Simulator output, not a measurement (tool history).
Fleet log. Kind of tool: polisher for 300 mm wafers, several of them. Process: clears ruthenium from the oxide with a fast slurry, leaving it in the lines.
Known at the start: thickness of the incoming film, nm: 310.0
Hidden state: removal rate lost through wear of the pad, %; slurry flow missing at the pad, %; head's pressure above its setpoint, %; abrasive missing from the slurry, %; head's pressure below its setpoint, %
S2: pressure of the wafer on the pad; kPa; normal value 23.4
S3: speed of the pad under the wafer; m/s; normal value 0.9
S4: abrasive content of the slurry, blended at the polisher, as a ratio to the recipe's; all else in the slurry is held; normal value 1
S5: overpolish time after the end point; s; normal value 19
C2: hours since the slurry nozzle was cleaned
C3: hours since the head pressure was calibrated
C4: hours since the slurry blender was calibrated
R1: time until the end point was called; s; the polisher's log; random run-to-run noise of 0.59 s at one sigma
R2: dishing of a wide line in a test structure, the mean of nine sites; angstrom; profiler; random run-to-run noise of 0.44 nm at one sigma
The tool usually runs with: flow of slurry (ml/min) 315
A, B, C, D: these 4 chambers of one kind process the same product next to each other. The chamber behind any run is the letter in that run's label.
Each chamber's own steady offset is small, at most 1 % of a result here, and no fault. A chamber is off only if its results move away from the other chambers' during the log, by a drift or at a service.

Run 1B, hour 4.1: usual settings; wafers polished on this pad 288; C2 456.2; C3 147.4; C4 151.4. Result: R1 67.249 s, R2 314.28 angstrom.
At hour 4.9: chamber D: slurry blender recalibrated.
Run 2C, hour 7.7: usual settings; wafers polished on this pad 800; C2 91.8; C3 415.7; C4 189. Result: R1 67.804 s, R2 312.93 angstrom.
Run 3D, hour 11.4: usual settings; wafers polished on this pad 1238; C2 423.5; C3 743.8; C4 6.5. Result: R1 65.879 s, R2 313.44 angstrom.
Run 4A, hour 14.6: usual settings; wafers polished on this pad 261; C2 43.9; C3 803.7; C4 195.4. Result: R1 67.899 s, R2 316.52 angstrom.
At hour 16.9: chamber D: worn pad replaced by a new one.
Run 5C, hour 18.7: usual settings; wafers polished on this pad 897; C2 102.8; C3 426.7; C4 200. Result: R1 67.421 s, R2 317.56 angstrom.
Run 6B, hour 23.4: usual settings; wafers polished on this pad 457; C2 475.5; C3 166.7; C4 170.7. Result: R1 66.758 s, R2 304.53 angstrom.
Run 7D, hour 27.3: usual settings; wafers polished on this pad 91; C2 439.4; C3 759.7; C4 22.4. Result: R1 66.811 s, R2 317.23 angstrom.
Run 8A, hour 29.8: usual settings; wafers polished on this pad 394; C2 59.1; C3 818.9; C4 210.6. Result: R1 67.138 s, R2 304.86 angstrom.
Run 9B, hour 33.9: usual settings; wafers polished on this pad 549; C2 486; C3 177.2; C4 181.2. Result: R1 68.094 s, R2 311.43 angstrom.
Run 10A, hour 36.7: usual settings but S2 28.3 kPa; wafers polished on this pad 455; C2 66; C3 825.8; C4 217.5. Result: R1 55.703 s, R2 330.78 angstrom.
Run 11D, hour 39.5: usual settings but S2 28.3 kPa; wafers polished on this pad 198; C2 451.6; C3 771.9; C4 34.6. Result: R1 55.626 s, R2 343.46 angstrom.
Run 12C, hour 44.5: usual settings but S2 28.3 kPa; wafers polished on this pad 1122; C2 128.6; C3 452.5; C4 225.8. Result: R1 55.986 s, R2 322.96 angstrom.
Run 13B, hour 48: usual settings but S2 28.3 kPa; wafers polished on this pad 672; C2 500.1; C3 191.3; C4 195.3. Result: R1 55.346 s, R2 333.58 angstrom.
Run 14A, hour 51.5: usual settings; wafers polished on this pad 584; C2 80.8; C3 840.6; C4 232.3. Result: R1 67.115 s, R2 312.18 angstrom.
Run 15C, hour 54.7: usual settings but flow of slurry (ml/min) 215, S3 0.6 m/s; wafers polished on this pad 1212; C2 138.8; C3 462.7; C4 236. Result: R1 103.94 s, R2 265.77 angstrom.
Run 16D, hour 58.1: usual settings but flow of slurry (ml/min) 215, S3 0.6 m/s; wafers polished on this pad 361; C2 470.2; C3 790.5; C4 53.2. Result: R1 104.95 s, R2 275.74 angstrom.
Run 17A, hour 61.1: usual settings but flow of slurry (ml/min) 215, S3 0.6 m/s; wafers polished on this pad 668; C2 90.4; C3 850.2; C4 241.9. Result: R1 107.27 s, R2 272.67 angstrom.
Run 18B, hour 64.5: usual settings but flow of slurry (ml/min) 215, S3 0.6 m/s; wafers polished on this pad 816; C2 516.6; C3 207.8; C4 211.8. Result: R1 104.79 s, R2 269.8 angstrom.
Run 19C, hour 69.2: usual settings; wafers polished on this pad 1339; C2 153.3; C3 477.2; C4 250.5. Result: R1 67.548 s, R2 319.82 angstrom.
Run 20D, hour 71.8: usual settings but S4 1.25; wafers polished on this pad 481; C2 483.9; C3 804.2; C4 66.9. Result: R1 60.383 s, R2 322.49 angstrom.
Run 21B, hour 75.6: usual settings but S4 1.25; wafers polished on this pad 914; C2 527.7; C3 218.9; C4 222.9. Result: R1 61.234 s, R2 324.3 angstrom.
Run 22D, hour 80.1: usual settings but S4 1.25; wafers polished on this pad 553; C2 492.2; C3 812.5; C4 75.2. Result: R1 61.295 s, R2 327.68 angstrom.
Run 23C, hour 83.5: usual settings but S4 1.25; wafers polished on this pad 1464; C2 167.6; C3 491.5; C4 264.8. Result: R1 61.339 s, R2 320.65 angstrom.
Run 24A, hour 86.5: usual settings; wafers polished on this pad 890; C2 115.8; C3 875.6; C4 267.3. Result: R1 67.944 s, R2 314.14 angstrom.
Run 25A, hour 89.2: usual settings; wafers polished on this pad 914; C2 118.5; C3 878.3; C4 270. Result: R1 66.98 s, R2 310.88 angstrom.

Which is it: a chamber that has drifted or been left off by a service, a gauge drift common to all chambers, or only each chamber's usual small offset? If a chamber is off, name it and its likeliest cause.

Neither any chamber nor the gauge drifts; the chambers differ only by their own small, steady offsets.
